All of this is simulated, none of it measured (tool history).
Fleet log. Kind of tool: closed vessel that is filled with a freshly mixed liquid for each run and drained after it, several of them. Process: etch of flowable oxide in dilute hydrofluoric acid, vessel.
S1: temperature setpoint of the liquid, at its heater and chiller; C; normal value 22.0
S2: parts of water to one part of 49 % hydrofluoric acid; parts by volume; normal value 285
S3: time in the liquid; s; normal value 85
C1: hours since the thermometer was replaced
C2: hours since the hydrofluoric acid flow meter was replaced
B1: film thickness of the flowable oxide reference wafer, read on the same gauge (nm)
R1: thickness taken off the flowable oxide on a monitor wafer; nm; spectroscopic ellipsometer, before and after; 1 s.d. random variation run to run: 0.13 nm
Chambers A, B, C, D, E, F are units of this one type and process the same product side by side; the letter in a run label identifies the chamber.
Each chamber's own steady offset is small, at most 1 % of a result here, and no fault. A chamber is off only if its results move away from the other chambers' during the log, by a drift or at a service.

Run 1C, hour 4.2: usual settings; C1 2446.9; C2 170.1; B1 70.002. Result: R1 14.6740 nm.
Run 2B, hour 8.4: usual settings; C1 497.5; C2 165.6; B1 70.001. Result: R1 14.7000 nm.
Run 3E, hour 11.1: usual settings; C1 1269.7; C2 64.8; B1 70.001. Result: R1 14.8900 nm.
Run 4F, hour 14.1: usual settings; C1 850.9; C2 1724.7; B1 70.003. Result: R1 14.6880 nm.
Run 5A, hour 16.7: usual settings; C1 1290.0; C2 1188.9; B1 70.010. Result: R1 14.3770 nm.
Run 6D, hour 19.6: usual settings; C1 23.6; C2 521.6; B1 70.017. Result: R1 14.4780 nm.
Run 7D, hour 24.0: usual settings; C1 28.0; C2 526.0; B1 69.994. Result: R1 14.3550 nm.
Run 8C, hour 28.7: usual settings but S1 18.0 C, S2 375 parts by volume; C1 2471.4; C2 194.6; B1 70.015. Result: R1 8.9186 nm.
Run 9B, hour 30.9: usual settings but S1 18.0 C, S2 375 parts by volume; C1 520.0; C2 188.1; B1 70.010. Result: R1 9.0114 nm.
Run 10F, hour 35.9: usual settings but S1 18.0 C, S2 375 parts by volume; C1 872.7; C2 1746.5; B1 69.996. Result: R1 8.9794 nm.
Run 11E, hour 39.0: usual settings but S1 18.0 C, S2 375 parts by volume; C1 1297.6; C2 92.7; B1 69.997. Result: R1 9.0764 nm.
Run 12A, hour 43.9: usual settings but S1 18.0 C, S2 375 parts by volume; C1 1317.2; C2 1216.1; B1 69.999. Result: R1 8.8464 nm.
Run 13D, hour 48.9: usual settings but S1 18.0 C, S2 375 parts by volume; C1 52.9; C2 550.9; B1 70.004. Result: R1 8.6069 nm.
Run 14C, hour 53.7: usual settings; C1 2496.4; C2 219.6; B1 69.995. Result: R1 14.7460 nm.
Run 15F, hour 56.6: usual settings; C1 893.4; C2 1767.2; B1 70.009. Result: R1 14.6250 nm.
Run 16B, hour 61.4: usual settings; C1 550.5; C2 218.6; B1 70.000. Result: R1 14.6980 nm.
Run 17E, hour 64.0: usual settings; C1 1322.6; C2 117.7; B1 70.017. Result: R1 14.9930 nm.
Run 18A, hour 68.0: usual settings; C1 1341.3; C2 1240.2; B1 70.009. Result: R1 14.4740 nm.
Run 19D, hour 70.2: usual settings; C1 74.2; C2 572.2; B1 69.984. Result: R1 14.0870 nm.
Run 20B, hour 72.6: usual settings; C1 561.7; C2 229.8; B1 70.013. Result: R1 14.7520 nm.
Run 21C, hour 75.9: usual settings but S2 410 parts by volume; C1 2518.6; C2 241.8; B1 69.996. Result: R1 9.1578 nm.
Run 22F, hour 79.2: usual settings but S2 410 parts by volume; C1 916.0; C2 1789.8; B1 69.988. Result: R1 9.0162 nm.
Run 23E, hour 81.6: usual settings but S2 410 parts by volume; C1 1340.2; C2 135.3; B1 69.994. Result: R1 9.2663 nm.
Run 24A, hour 85.1: usual settings but S2 410 parts by volume; C1 1358.4; C2 1257.3; B1 70.002. Result: R1 8.9888 nm.
Run 25A, hour 87.7: usual settings but S2 410 parts by volume; C1 1361.0; C2 1259.9; B1 69.993. Result: R1 8.9083 nm.
Run 26F, hour 91.2: usual settings but S2 410 parts by volume; C1 928.0; C2 1801.8; B1 70.014. Result: R1 9.1990 nm.
Run 27E, hour 96.1: usual settings; C1 1354.7; C2 149.8; B1 70.003. Result: R1 14.7310 nm.
Run 28B, hour 99.9: usual settings; C1 589.0; C2 257.1; B1 70.003. Result: R1 14.7120 nm.
Run 29C, hour 102.7: usual settings; C1 2545.4; C2 268.6; B1 69.994. Result: R1 14.4620 nm.
Run 30D, hour 106.3: usual settings; C1 110.3; C2 608.3; B1 70.005. Result: R1 13.5350 nm.
Run 31D, hour 109.5: usual settings; C1 113.5; C2 611.5; B1 70.008. Result: R1 13.5510 nm.
At hour 112.2: chamber C: thermometer replaced.
Run 32E, hour 113.5: usual settings; C1 1372.1; C2 167.2; B1 69.995. Result: R1 14.8870 nm.
Run 33A, hour 116.3: usual settings; C1 1389.6; C2 1288.5; B1 70.001. Result: R1 14.5290 nm.
Run 34F, hour 120.9: usual settings but S1 23.5 C; C1 957.7; C2 1831.5; B1 69.985. Result: R1 15.5040 nm.
Run 35B, hour 123.3: usual settings but S1 23.5 C; C1 612.4; C2 280.5; B1 69.986. Result: R1 15.4720 nm.
Run 36C, hour 128.0: usual settings but S1 23.5 C; C1 15.8; C2 293.9; B1 70.021. Result: R1 15.4880 nm.
Run 37A, hour 132.3: usual settings but S1 23.5 C; C1 1405.6; C2 1304.5; B1 69.982. Result: R1 15.4970 nm.

Predict what each chamber gives when all 6 of them run the settings below next.
Run 38A, hour 136.0: usual settings. Result: R1 ?.
Run 38B, hour 136.0: usual settings. Result: R1 ?.
Run 38C, hour 136.0: usual settings. Result: R1 ?.
Run 38D, hour 136.0: usual settings. Result: R1 ?.
Run 38E, hour 136.0: usual settings. Result: R1 ?.
Run 38F, hour 136.0: usual settings. Result: R1 ?.

run       R1
38A  14.2310
38B  14.5630
38C  14.5070
38D  12.9360
38E  14.7050
38F  14.5190

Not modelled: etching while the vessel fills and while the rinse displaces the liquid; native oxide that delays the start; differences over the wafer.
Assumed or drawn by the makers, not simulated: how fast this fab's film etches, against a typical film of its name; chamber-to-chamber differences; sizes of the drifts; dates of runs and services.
